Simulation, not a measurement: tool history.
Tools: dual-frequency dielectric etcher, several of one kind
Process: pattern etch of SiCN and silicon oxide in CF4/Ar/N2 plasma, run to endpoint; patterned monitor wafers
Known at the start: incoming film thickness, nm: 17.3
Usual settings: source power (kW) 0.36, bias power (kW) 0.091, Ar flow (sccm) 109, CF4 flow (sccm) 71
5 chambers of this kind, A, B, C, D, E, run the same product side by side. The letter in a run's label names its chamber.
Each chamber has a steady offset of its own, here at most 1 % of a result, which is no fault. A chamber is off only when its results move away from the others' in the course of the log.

run 1C hour=5.1 | source_power_(kW)=0.36 bias_power_(kW)=0.091 Ar_flow_(sccm)=109 CF4_flow_(sccm)=71 | endpoint_time_(s)=22.691
run 2A hour=8.7 | source_power_(kW)=0.36 bias_power_(kW)=0.091 Ar_flow_(sccm)=109 CF4_flow_(sccm)=71 | endpoint_time_(s)=22.559
run 3D hour=13.6 | source_power_(kW)=0.36 bias_power_(kW)=0.091 Ar_flow_(sccm)=109 CF4_flow_(sccm)=71 | endpoint_time_(s)=22.956
run 4B hour=18.3 | source_power_(kW)=0.36 bias_power_(kW)=0.091 Ar_flow_(sccm)=109 CF4_flow_(sccm)=71 | endpoint_time_(s)=22.785
run 5E hour=22.5 | source_power_(kW)=0.36 bias_power_(kW)=0.091 Ar_flow_(sccm)=109 CF4_flow_(sccm)=71 | endpoint_time_(s)=22.764
run 6C hour=26.9 | source_power_(kW)=0.36 bias_power_(kW)=0.091 Ar_flow_(sccm)=109 CF4_flow_(sccm)=71 | endpoint_time_(s)=22.843
run 7D hour=30.1 | source_power_(kW)=0.36 bias_power_(kW)=0.091 Ar_flow_(sccm)=109 CF4_flow_(sccm)=71 | endpoint_time_(s)=22.961
run 8B hour=33.7 | source_power_(kW)=0.36 bias_power_(kW)=0.091 Ar_flow_(sccm)=109 CF4_flow_(sccm)=71 | endpoint_time_(s)=22.808
-- hour=35.3 chamber A: source power generator calibrated
run 9A hour=38.2 | source_power_(kW)=0.36 bias_power_(kW)=0.091 Ar_flow_(sccm)=109 CF4_flow_(sccm)=71 | endpoint_time_(s)=22.705
run 10E hour=42.6 | source_power_(kW)=0.36 bias_power_(kW)=0.091 Ar_flow_(sccm)=109 CF4_flow_(sccm)=71 | endpoint_time_(s)=22.71
run 11B hour=46 | source_power_(kW)=0.36 bias_power_(kW)=0.091 Ar_flow_(sccm)=109 CF4_flow_(sccm)=71 | endpoint_time_(s)=22.798
-- hour=50 chamber D: Ar flow controller replaced
-- hour=50.9 chamber D: wet clean of the chamber
run 12E hour=51.7 | source_power_(kW)=0.36 bias_power_(kW)=0.091 Ar_flow_(sccm)=109 CF4_flow_(sccm)=71 | endpoint_time_(s)=22.817
-- hour=53.5 chamber E: wet clean of the chamber
run 13C hour=55 | source_power_(kW)=0.36 bias_power_(kW)=0.091 Ar_flow_(sccm)=109 CF4_flow_(sccm)=71 | endpoint_time_(s)=22.729
run 14D hour=58.9 | source_power_(kW)=0.36 bias_power_(kW)=0.091 Ar_flow_(sccm)=109 CF4_flow_(sccm)=62 | endpoint_time_(s)=23.366
-- hour=62.1 chamber E: Ar flow controller replaced
run 15A hour=63.7 | source_power_(kW)=0.36 bias_power_(kW)=0.091 Ar_flow_(sccm)=109 CF4_flow_(sccm)=62 | endpoint_time_(s)=23.112
run 16B hour=66.4 | source_power_(kW)=0.36 bias_power_(kW)=0.091 Ar_flow_(sccm)=109 CF4_flow_(sccm)=62 | endpoint_time_(s)=23.092
run 17C hour=71.5 | source_power_(kW)=0.36 bias_power_(kW)=0.091 Ar_flow_(sccm)=109 CF4_flow_(sccm)=62 | endpoint_time_(s)=23.088
run 18E hour=74.6 | source_power_(kW)=0.36 bias_power_(kW)=0.091 Ar_flow_(sccm)=109 CF4_flow_(sccm)=62 | endpoint_time_(s)=24.335
-- hour=76.2 chamber C: wet clean of the chamber
run 19D hour=77.5 | source_power_(kW)=0.36 bias_power_(kW)=0.091 Ar_flow_(sccm)=109 CF4_flow_(sccm)=71 | endpoint_time_(s)=23.038
run 20A hour=80.3 | source_power_(kW)=0.36 bias_power_(kW)=0.091 Ar_flow_(sccm)=109 CF4_flow_(sccm)=71 | endpoint_time_(s)=22.801
run 21E hour=84.5 | source_power_(kW)=0.36 bias_power_(kW)=0.091 Ar_flow_(sccm)=109 CF4_flow_(sccm)=71 | endpoint_time_(s)=23.709
run 22C hour=89.9 | source_power_(kW)=0.36 bias_power_(kW)=0.091 Ar_flow_(sccm)=109 CF4_flow_(sccm)=65 | endpoint_time_(s)=23.165
run 23D hour=93.1 | source_power_(kW)=0.36 bias_power_(kW)=0.091 Ar_flow_(sccm)=109 CF4_flow_(sccm)=65 | endpoint_time_(s)=23.418
run 24A hour=96.2 | source_power_(kW)=0.36 bias_power_(kW)=0.091 Ar_flow_(sccm)=109 CF4_flow_(sccm)=65 | endpoint_time_(s)=23.006
run 25B hour=101.1 | source_power_(kW)=0.36 bias_power_(kW)=0.091 Ar_flow_(sccm)=109 CF4_flow_(sccm)=65 | endpoint_time_(s)=23.032
run 26E hour=106.7 | source_power_(kW)=0.36 bias_power_(kW)=0.091 Ar_flow_(sccm)=109 CF4_flow_(sccm)=65 | endpoint_time_(s)=23.92
run 27C hour=110.1 | source_power_(kW)=0.36 bias_power_(kW)=0.091 Ar_flow_(sccm)=109 CF4_flow_(sccm)=71 | endpoint_time_(s)=22.661
run 28D hour=114.8 | source_power_(kW)=0.36 bias_power_(kW)=0.091 Ar_flow_(sccm)=109 CF4_flow_(sccm)=71 | endpoint_time_(s)=22.968
run 29A hour=118.1 | source_power_(kW)=0.36 bias_power_(kW)=0.091 Ar_flow_(sccm)=109 CF4_flow_(sccm)=71 | endpoint_time_(s)=22.713
run 30B hour=122.8 | source_power_(kW)=0.36 bias_power_(kW)=0.091 Ar_flow_(sccm)=109 CF4_flow_(sccm)=71 | endpoint_time_(s)=22.726
run 31C hour=128.1 | source_power_(kW)=0.36 bias_power_(kW)=0.091 Ar_flow_(sccm)=109 CF4_flow_(sccm)=71 | endpoint_time_(s)=22.743

All 5 chambers run these settings next. Forecast each chamber's results:
run 32A hour=132.4 | source_power_(kW)=0.36 bias_power_(kW)=0.101 Ar_flow_(sccm)=109 CF4_flow_(sccm)=71 | endpoint_time_(s)=?
run 32B hour=132.4 | source_power_(kW)=0.36 bias_power_(kW)=0.101 Ar_flow_(sccm)=109 CF4_flow_(sccm)=71 | endpoint_time_(s)=?
run 32C hour=132.4 | source_power_(kW)=0.36 bias_power_(kW)=0.101 Ar_flow_(sccm)=109 CF4_flow_(sccm)=71 | endpoint_time_(s)=?
run 32D hour=132.4 | source_power_(kW)=0.36 bias_power_(kW)=0.101 Ar_flow_(sccm)=109 CF4_flow_(sccm)=71 | endpoint_time_(s)=?
run 32E hour=132.4 | source_power_(kW)=0.36 bias_power_(kW)=0.101 Ar_flow_(sccm)=109 CF4_flow_(sccm)=71 | endpoint_time_(s)=?

run=32A endpoint_time_(s)=21.856
run=32B endpoint_time_(s)=21.939
run=32C endpoint_time_(s)=21.951
run=32D endpoint_time_(s)=22.099
run=32E endpoint_time_(s)=22.825

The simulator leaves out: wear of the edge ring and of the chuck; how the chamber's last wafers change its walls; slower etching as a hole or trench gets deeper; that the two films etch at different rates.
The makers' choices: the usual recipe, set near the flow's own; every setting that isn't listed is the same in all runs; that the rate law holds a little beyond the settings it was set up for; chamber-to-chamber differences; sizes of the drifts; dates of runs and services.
